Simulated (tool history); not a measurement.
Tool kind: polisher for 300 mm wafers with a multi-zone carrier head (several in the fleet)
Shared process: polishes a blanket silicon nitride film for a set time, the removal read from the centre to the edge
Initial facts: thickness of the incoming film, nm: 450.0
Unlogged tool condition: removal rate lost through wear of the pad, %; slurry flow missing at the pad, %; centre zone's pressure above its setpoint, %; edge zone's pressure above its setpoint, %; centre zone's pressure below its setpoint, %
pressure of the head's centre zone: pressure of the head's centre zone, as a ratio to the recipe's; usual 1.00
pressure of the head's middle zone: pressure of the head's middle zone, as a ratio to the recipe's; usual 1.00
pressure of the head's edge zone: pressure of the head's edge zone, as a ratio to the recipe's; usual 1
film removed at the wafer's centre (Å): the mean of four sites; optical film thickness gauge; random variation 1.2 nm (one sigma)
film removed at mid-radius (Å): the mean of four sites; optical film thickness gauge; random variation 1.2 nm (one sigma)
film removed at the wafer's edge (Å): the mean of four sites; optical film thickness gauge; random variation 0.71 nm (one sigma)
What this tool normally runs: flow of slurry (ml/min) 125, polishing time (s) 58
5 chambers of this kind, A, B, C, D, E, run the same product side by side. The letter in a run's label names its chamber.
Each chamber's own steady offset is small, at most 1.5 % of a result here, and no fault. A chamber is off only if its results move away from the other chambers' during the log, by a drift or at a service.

run,hour,flow of slurry (ml/min),pressure of the head's centre zone,pressure of the head's middle zone,pressure of the head's edge zone,polishing time (s),wafers polished on this pad,hours since the slurry nozzle was cleaned,hours since the centre zone pressure was calibrated,hours since the edge zone pressure was calibrated,film removed at the wafer's centre (Å),film removed at mid-radius (Å),film removed at the wafer's edge (Å)
1B,10.8,125,1.00,1.00,1,58,427,458.8,589.6,345.7,869.67,871.65,861.24
2A,17.1,125,1.00,1.00,1,58,586,297.5,156.5,519.9,845.96,857.38,861.60
3D,25.6,125,1.00,1.00,1,58,191,123.4,869.4,238.6,854.89,860.23,875.63
4E,31.7,125,1.00,1.00,1,58,1165,397.4,95.4,276.1,868.38,879.22,869.21
5C,39.4,125,1.00,1.00,1,58,479,364.8,177.6,1033.8,848.89,890.43,866.91
# hour 47.4: chamber C: worn pad replaced by a new one
6C,47.6,125,1.00,1.00,1,58,1,373.0,185.8,1042.0,851.43,865.79,864.47
7D,52.9,125,1.00,1.00,1,58,357,150.7,896.7,265.9,873.83,859.64,873.06
# hour 59.1: chamber E: worn pad replaced by a new one
8E,62.7,150,1.00,1.00,1,42,21,428.4,126.4,307.1,639.84,658.54,636.02
9B,68.7,150,1.00,1.00,1,42,778,516.7,647.5,403.6,665.91,629.28,644.13
# hour 68.8: chamber B: slurry nozzle cleaned
# hour 71.2: chamber D: edge zone pressure recalibrated
10A,78.8,150,1.00,1.00,1,42,960,359.2,218.2,581.6,658.73,639.96,634.59
11A,85.7,150,1.00,1.00,1,42,1002,366.1,225.1,588.5,648.21,649.45,633.05
# hour 85.9: chamber C: slurry nozzle cleaned
12E,91.0,150,1.00,1.00,1,42,193,456.7,154.7,335.4,665.23,637.19,641.68
13B,100.3,125,1.00,1.00,1,58,969,31.5,679.1,435.2,847.89,854.78,860.64
14C,109.0,125,1.00,1.00,1,58,374,23.2,247.2,1103.4,843.32,855.47,865.67
15D,119.4,125,1.00,1.00,1,58,760,217.2,963.2,48.3,884.51,853.17,882.39
# hour 120.7: chamber E: slurry nozzle cleaned
16C,129.5,95,0.89,1.00,1,58,498,43.7,267.7,1123.9,682.21,812.62,816.03
# hour 131.2: chamber A: worn pad replaced by a new one
17E,139.2,95,0.89,1.00,1,58,485,18.5,202.9,383.6,683.07,808.88,819.13
# hour 141.2: chamber C: worn pad replaced by a new one
18A,150.1,95,0.89,1.00,1,58,114,430.5,289.5,652.9,691.02,806.94,822.36
19B,156.5,95,0.89,1.00,1,58,1310,87.7,735.3,491.4,695.64,806.00,826.80
20D,165.2,95,0.89,1.00,1,58,1038,263.0,1009.0,94.1,669.59,793.24,841.17
# hour 171.0: chamber B: worn pad replaced by a new one
21E,173.4,125,1.00,1.00,1,58,693,52.7,237.1,417.8,845.64,852.62,845.60
22C,181.4,125,1.00,1.00,1,58,244,95.6,319.6,1175.8,823.81,866.65,863.63
23A,189.7,125,1.00,1.00,1,58,355,470.1,329.1,692.5,866.25,858.49,858.28
24D,195.5,125,1.00,1.04,1,42,1221,293.3,1039.3,124.4,620.55,623.91,631.64
25B,201.7,125,1.00,1.04,1,42,186,132.9,780.5,536.6,633.98,639.42,623.29
26C,211.6,125,1.00,1.04,1,42,427,125.8,349.8,1206.0,610.79,652.20,621.04
27B,219.5,125,1.00,1.04,1,42,294,150.7,798.3,554.4,639.18,638.28,622.99
28E,226.4,125,1.00,1.04,1,42,1014,105.7,290.1,470.8,639.60,663.15,625.32
29A,236.7,125,0.89,1.00,1,66,640,517.1,376.1,739.5,865.12,980.55,970.79
# hour 241.4: chamber C: worn pad replaced by a new one
30D,244.8,125,0.89,1.00,1,66,1520,342.6,1088.6,173.7,845.13,987.83,977.08
# hour 247.1: chamber C: edge zone pressure recalibrated
# hour 247.2: chamber D: centre zone pressure recalibrated
31D,250.0,125,0.89,1.00,1,66,1552,347.8,2.8,178.9,881.19,967.80,981.57
# hour 253.9: chamber D: worn pad replaced by a new one
32B,258.2,125,0.89,1.00,1,66,529,189.4,837.0,593.1,867.76,990.57,975.18
33C,269.4,125,0.89,1.00,1,66,170,183.6,407.6,22.3,843.46,1005.70,985.68
# hour 276.7: chamber A: slurry nozzle cleaned
34E,280.3,125,1.00,1.00,1,58,1341,159.6,344.0,524.7,863.48,844.77,866.20
35A,287.9,125,1.00,1.00,1,58,950,11.2,427.3,790.7,872.14,859.51,849.16
36B,294.1,125,1.00,1.00,1,58,746,225.3,872.9,629.0,846.79,863.91,866.21
37D,302.3,125,1.00,1.00,1,58,294,400.1,55.1,231.2,826.61,855.40,870.38

Predict what each chamber gives when all 5 of them run the settings below next.
38A,310.3,125,1.00,1.00,1,51,,,,,?,?,?
38B,310.3,125,1.00,1.00,1,51,,,,,?,?,?
38C,310.3,125,1.00,1.00,1,51,,,,,?,?,?
38D,310.3,125,1.00,1.00,1,51,,,,,?,?,?
38E,310.3,125,1.00,1.00,1,51,,,,,?,?,?

run,film removed at the wafer's centre (Å),film removed at mid-radius (Å),film removed at the wafer's edge (Å)
38A,734.99,752.13,747.37
38B,752.79,748.85,753.03
38C,769.71,759.13,747.42
38D,747.50,720.03,765.39
38E,763.34,766.62,756.46
